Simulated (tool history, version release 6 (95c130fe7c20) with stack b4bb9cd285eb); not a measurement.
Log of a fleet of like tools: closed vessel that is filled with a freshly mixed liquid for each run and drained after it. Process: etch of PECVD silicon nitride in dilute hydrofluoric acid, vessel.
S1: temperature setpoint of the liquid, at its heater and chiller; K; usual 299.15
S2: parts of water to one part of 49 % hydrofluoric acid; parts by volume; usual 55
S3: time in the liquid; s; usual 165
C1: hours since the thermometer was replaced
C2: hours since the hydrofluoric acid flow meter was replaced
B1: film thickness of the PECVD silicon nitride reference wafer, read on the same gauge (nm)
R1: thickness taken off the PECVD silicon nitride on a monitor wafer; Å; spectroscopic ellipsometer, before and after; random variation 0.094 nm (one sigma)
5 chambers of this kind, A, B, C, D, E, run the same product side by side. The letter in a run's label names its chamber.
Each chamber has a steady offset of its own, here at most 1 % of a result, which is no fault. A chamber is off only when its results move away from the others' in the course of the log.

Run 1C, hour 8.7: usual settings; C1 109.3; C2 595.5; B1 69.978. Result: R1 104.2 Å.
Run 2B, hour 12.9: usual settings; C1 2408.8; C2 1236.1; B1 69.978. Result: R1 105.91 Å.
Run 3D, hour 17.5: usual settings; C1 1610.3; C2 143; B1 70.004. Result: R1 104.19 Å.
Run 4A, hour 22.6: usual settings; C1 157.2; C2 580.1; B1 70.008. Result: R1 104.34 Å.
At hour 23.3: chamber B: thermometer replaced.
Run 5E, hour 31: usual settings but S2 35 parts by volume; C1 850.9; C2 176.8; B1 70.001. Result: R1 164.2 Å.
Run 6A, hour 36.9: usual settings but S2 35 parts by volume; C1 171.5; C2 594.4; B1 70.03. Result: R1 163.45 Å.
Run 7E, hour 41: usual settings but S2 35 parts by volume; C1 860.9; C2 186.8; B1 70.001. Result: R1 165.4 Å.
Run 8D, hour 49: usual settings but S2 35 parts by volume; C1 1641.8; C2 174.5; B1 70.012. Result: R1 161.23 Å.
Run 9C, hour 55.9: usual settings but S2 35 parts by volume; C1 156.5; C2 642.7; B1 69.989. Result: R1 160.37 Å.
Run 10B, hour 63: usual settings; C1 39.8; C2 1286.2; B1 70.013. Result: R1 105.1 Å.
Run 11A, hour 67.7: usual settings; C1 202.3; C2 625.2; B1 70.003. Result: R1 105.82 Å.
Run 12E, hour 74.7: usual settings but S2 35 parts by volume, S3 225 s; C1 894.6; C2 220.5; B1 69.987. Result: R1 233.08 Å.
Run 13D, hour 82.9: usual settings but S2 35 parts by volume, S3 225 s; C1 1675.7; C2 208.4; B1 69.987. Result: R1 219.2 Å.
Run 14C, hour 87.3: usual settings but S2 35 parts by volume, S3 225 s; C1 187.9; C2 674.1; B1 69.997. Result: R1 218.34 Å.
Run 15B, hour 92.7: usual settings but S2 35 parts by volume, S3 225 s; C1 69.5; C2 1315.9; B1 70.008. Result: R1 225.77 Å.
At hour 97.2: chamber B: hydrofluoric acid flow meter replaced.
Run 16C, hour 98.6: usual settings but S2 35 parts by volume, S3 225 s; C1 199.2; C2 685.4; B1 70.004. Result: R1 222.05 Å.
Run 17E, hour 105.5: usual settings; C1 925.4; C2 251.3; B1 69.974. Result: R1 110.13 Å.
Run 18A, hour 112.4: usual settings; C1 247; C2 669.9; B1 70.005. Result: R1 106.31 Å.
Run 19D, hour 119.5: usual settings; C1 1712.3; C2 245; B1 69.976. Result: R1 105.53 Å.
Run 20B, hour 128: usual settings; C1 104.8; C2 30.8; B1 70.001. Result: R1 103.67 Å.
Run 21B, hour 136: usual settings; C1 112.8; C2 38.8; B1 70.011. Result: R1 104.14 Å.
Run 22D, hour 143.2: usual settings; C1 1736; C2 268.7; B1 70.003. Result: R1 104.79 Å.
Run 23A, hour 149.6: usual settings; C1 284.2; C2 707.1; B1 69.994. Result: R1 105.3 Å.
Run 24C, hour 154.4: usual settings; C1 255; C2 741.2; B1 69.986. Result: R1 105.97 Å.
Run 25E, hour 163.3: usual settings; C1 983.2; C2 309.1; B1 70.005. Result: R1 114.29 Å.
Run 26C, hour 171.4: usual settings; C1 272; C2 758.2; B1 70.017. Result: R1 102.85 Å.
Run 27D, hour 176.9: usual settings but S2 80 parts by volume; C1 1769.7; C2 302.4; B1 69.991. Result: R1 72.578 Å.
Run 28E, hour 185.4: usual settings but S2 80 parts by volume; C1 1005.3; C2 331.2; B1 69.996. Result: R1 79.375 Å.
Run 29A, hour 192.5: usual settings but S2 80 parts by volume; C1 327.1; C2 750; B1 70.019. Result: R1 72.317 Å.
Run 30B, hour 198.8: usual settings but S2 80 parts by volume; C1 175.6; C2 101.6; B1 70.002. Result: R1 71.716 Å.
Run 31A, hour 204.4: usual settings but S2 80 parts by volume; C1 339; C2 761.9; B1 70.009. Result: R1 71.931 Å.
Run 32D, hour 212: usual settings; C1 1804.8; C2 337.5; B1 69.977. Result: R1 104.54 Å.
Run 33E, hour 218.6: usual settings but S2 85 parts by volume; C1 1038.5; C2 364.4; B1 70.007. Result: R1 75.806 Å.
Run 34C, hour 222.9: usual settings but S2 85 parts by volume; C1 323.5; C2 809.7; B1 70.016. Result: R1 68.371 Å.
Run 35B, hour 228.1: usual settings but S2 85 parts by volume; C1 204.9; C2 130.9; B1 70.03. Result: R1 67.902 Å.
Run 36D, hour 234: usual settings but S2 85 parts by volume; C1 1826.8; C2 359.5; B1 69.999. Result: R1 69.222 Å.
Run 37E, hour 240.2: usual settings but S2 85 parts by volume; C1 1060.1; C2 386; B1 70.007. Result: R1 76.916 Å.
Run 38B, hour 244.3: usual settings but S2 75 parts by volume; C1 221.1; C2 147.1; B1 70.013. Result: R1 77.294 Å.

Is one chamber off against the others, does the gauge drift, or is nothing wrong? If a chamber is off, say which, and what the likeliest cause is.

Chamber E drifts away from the others.
Cause: liquid hotter than its thermometer reads (K) = 1.83.
The log may not tell that from: hydrofluoric acid flow above the setpoint (%).

Here are 4 candidates for chamber E's next run, each the usual settings with a change, their results left as question marks. Which one brings its results back in line with what the others give on the usual settings?
In line means no further than this from the other chambers' mean on the usual settings: R1 3.3 Å
Run 39E-1, hour 250.7: usual settings but S3 155 s. Result: R1 ?.
Run 39E-2, hour 250.7: usual settings but S1 298.65 K, S3 150 s. Result: R1 ?.
Run 39E-3, hour 250.7: usual settings but S3 175 s. Result: R1 ?.
Run 39E-4, hour 250.7: usual settings but S1 299.65 K, S2 50 parts by volume. Result: R1 ?.

The other chambers' mean on the usual settings: R1 104.44 Å
  run      R1
39E-1  111.26
39E-2   104.2
39E-3  125.61
39E-4  134.47
39E-2 brings the chamber back in line.

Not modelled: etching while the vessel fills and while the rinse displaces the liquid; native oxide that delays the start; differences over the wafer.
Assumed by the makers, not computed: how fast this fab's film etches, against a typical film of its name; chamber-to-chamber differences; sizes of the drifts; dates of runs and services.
